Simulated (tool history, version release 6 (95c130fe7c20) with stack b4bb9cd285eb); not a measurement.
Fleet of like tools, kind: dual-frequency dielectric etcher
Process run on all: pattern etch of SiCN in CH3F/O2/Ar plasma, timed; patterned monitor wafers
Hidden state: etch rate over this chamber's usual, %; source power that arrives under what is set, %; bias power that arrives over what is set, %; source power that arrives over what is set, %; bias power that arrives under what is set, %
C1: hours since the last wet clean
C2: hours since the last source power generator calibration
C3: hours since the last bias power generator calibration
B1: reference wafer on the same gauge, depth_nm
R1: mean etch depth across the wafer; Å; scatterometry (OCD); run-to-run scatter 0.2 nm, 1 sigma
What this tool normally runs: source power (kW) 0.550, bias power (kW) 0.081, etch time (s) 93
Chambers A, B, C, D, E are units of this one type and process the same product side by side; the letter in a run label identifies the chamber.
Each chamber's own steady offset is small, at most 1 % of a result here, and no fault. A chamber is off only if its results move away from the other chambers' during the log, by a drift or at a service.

{"run": "1C", "hour": 4.9, "source power (kW)": 0.55, "bias power (kW)": 0.081, "etch time (s)": 93, "C1": 94.2, "C2": 122.4, "C3": 1286.4, "B1": 45.869, "R1": 410.3}
{"run": "2D", "hour": 8.0, "source power (kW)": 0.55, "bias power (kW)": 0.081, "etch time (s)": 93, "C1": 241.7, "C2": 1073.0, "C3": 880.3, "B1": 45.953, "R1": 408.91}
{"run": "3A", "hour": 13.5, "source power (kW)": 0.55, "bias power (kW)": 0.081, "etch time (s)": 93, "C1": 618.2, "C2": 961.7, "C3": 2242.4, "B1": 45.918, "R1": 408.97}
{"run": "4E", "hour": 18.1, "source power (kW)": 0.55, "bias power (kW)": 0.081, "etch time (s)": 93, "C1": 542.7, "C2": 1565.7, "C3": 4066.3, "B1": 45.905, "R1": 409.97}
{"run": "5B", "hour": 21.8, "source power (kW)": 0.55, "bias power (kW)": 0.081, "etch time (s)": 93, "C1": 233.1, "C2": 2389.6, "C3": 259.6, "B1": 45.89, "R1": 410.37}
{"run": "6E", "hour": 26.1, "source power (kW)": 0.55, "bias power (kW)": 0.081, "etch time (s)": 111, "C1": 550.7, "C2": 1573.7, "C3": 4074.3, "B1": 45.906, "R1": 489.22}
{"run": "7A", "hour": 30.1, "source power (kW)": 0.55, "bias power (kW)": 0.081, "etch time (s)": 111, "C1": 634.8, "C2": 978.3, "C3": 2259.0, "B1": 45.903, "R1": 487.85}
{"hour": 30.7, "done": "chamber A: wet clean of the chamber"}
{"run": "8C", "hour": 34.9, "source power (kW)": 0.55, "bias power (kW)": 0.081, "etch time (s)": 111, "C1": 124.2, "C2": 152.4, "C3": 1316.4, "B1": 45.854, "R1": 492.69}
{"run": "9B", "hour": 39.6, "source power (kW)": 0.55, "bias power (kW)": 0.081, "etch time (s)": 111, "C1": 250.9, "C2": 2407.4, "C3": 277.4, "B1": 45.876, "R1": 487.5}
{"run": "10D", "hour": 42.8, "source power (kW)": 0.55, "bias power (kW)": 0.081, "etch time (s)": 111, "C1": 276.5, "C2": 1107.8, "C3": 915.1, "B1": 45.876, "R1": 490.88}
{"run": "11C", "hour": 47.0, "source power (kW)": 0.62, "bias power (kW)": 0.072, "etch time (s)": 93, "C1": 136.3, "C2": 164.5, "C3": 1328.5, "B1": 45.918, "R1": 410.44}
{"run": "12E", "hour": 50.8, "source power (kW)": 0.62, "bias power (kW)": 0.072, "etch time (s)": 93, "C1": 575.4, "C2": 1598.4, "C3": 4099.0, "B1": 45.899, "R1": 408.77}
{"run": "13B", "hour": 56.2, "source power (kW)": 0.62, "bias power (kW)": 0.072, "etch time (s)": 93, "C1": 267.5, "C2": 2424.0, "C3": 294.0, "B1": 45.88, "R1": 413.29}
{"run": "14A", "hour": 61.6, "source power (kW)": 0.62, "bias power (kW)": 0.072, "etch time (s)": 93, "C1": 31.0, "C2": 1009.8, "C3": 2290.5, "B1": 45.906, "R1": 409.32}
{"hour": 64.0, "done": "chamber E: wet clean of the chamber"}
{"run": "15D", "hour": 66.6, "source power (kW)": 0.62, "bias power (kW)": 0.072, "etch time (s)": 93, "C1": 300.3, "C2": 1131.6, "C3": 938.9, "B1": 45.871, "R1": 411.89}
{"run": "16D", "hour": 71.6, "source power (kW)": 0.55, "bias power (kW)": 0.081, "etch time (s)": 93, "C1": 305.3, "C2": 1136.6, "C3": 943.9, "B1": 45.93, "R1": 410.58}
{"run": "17C", "hour": 75.8, "source power (kW)": 0.63, "bias power (kW)": 0.067, "etch time (s)": 93, "C1": 165.1, "C2": 193.3, "C3": 1357.3, "B1": 45.908, "R1": 408.82}
{"run": "18B", "hour": 78.6, "source power (kW)": 0.63, "bias power (kW)": 0.067, "etch time (s)": 93, "C1": 289.9, "C2": 2446.4, "C3": 316.4, "B1": 45.972, "R1": 405.85}
{"run": "19E", "hour": 82.8, "source power (kW)": 0.63, "bias power (kW)": 0.067, "etch time (s)": 93, "C1": 18.8, "C2": 1630.4, "C3": 4131.0, "B1": 45.935, "R1": 403.82}
{"run": "20A", "hour": 85.4, "source power (kW)": 0.63, "bias power (kW)": 0.067, "etch time (s)": 93, "C1": 54.8, "C2": 1033.6, "C3": 2314.3, "B1": 45.828, "R1": 402.36}
{"run": "21E", "hour": 89.5, "source power (kW)": 0.63, "bias power (kW)": 0.067, "etch time (s)": 93, "C1": 25.5, "C2": 1637.1, "C3": 4137.7, "B1": 45.975, "R1": 401.29}
{"run": "22D", "hour": 93.2, "source power (kW)": 0.55, "bias power (kW)": 0.081, "etch time (s)": 93, "C1": 326.9, "C2": 1158.2, "C3": 965.5, "B1": 45.965, "R1": 410.17}
{"run": "23C", "hour": 96.4, "source power (kW)": 0.55, "bias power (kW)": 0.081, "etch time (s)": 93, "C1": 185.7, "C2": 213.9, "C3": 1377.9, "B1": 45.867, "R1": 412.1}
{"run": "24A", "hour": 99.0, "source power (kW)": 0.55, "bias power (kW)": 0.081, "etch time (s)": 93, "C1": 68.4, "C2": 1047.2, "C3": 2327.9, "B1": 45.904, "R1": 411.11}
{"run": "25B", "hour": 103.0, "source power (kW)": 0.55, "bias power (kW)": 0.081, "etch time (s)": 93, "C1": 314.3, "C2": 2470.8, "C3": 340.8, "B1": 45.937, "R1": 410.85}
{"run": "26C", "hour": 108.2, "source power (kW)": 0.55, "bias power (kW)": 0.081, "etch time (s)": 93, "C1": 197.5, "C2": 225.7, "C3": 1389.7, "B1": 45.934, "R1": 412.28}
{"run": "27B", "hour": 111.3, "source power (kW)": 0.55, "bias power (kW)": 0.081, "etch time (s)": 93, "C1": 322.6, "C2": 2479.1, "C3": 349.1, "B1": 45.901, "R1": 412.91}
{"run": "28E", "hour": 115.1, "source power (kW)": 0.55, "bias power (kW)": 0.081, "etch time (s)": 93, "C1": 51.1, "C2": 1662.7, "C3": 4163.3, "B1": 45.933, "R1": 407.45}
{"run": "29D", "hour": 118.6, "source power (kW)": 0.55, "bias power (kW)": 0.081, "etch time (s)": 93, "C1": 352.3, "C2": 1183.6, "C3": 990.9, "B1": 45.858, "R1": 408.11}
{"run": "30A", "hour": 124.5, "source power (kW)": 0.55, "bias power (kW)": 0.081, "etch time (s)": 93, "C1": 93.9, "C2": 1072.7, "C3": 2353.4, "B1": 45.928, "R1": 407.25}

Has any chamber moved away from the others, gradually or after a service, or does the common gauge drift, or do the chambers differ only by their own small steady offsets? State the chamber and the most likely cause if one applies.

All chambers stay in line apart from their small fixed offsets, and the gauge does not drift.
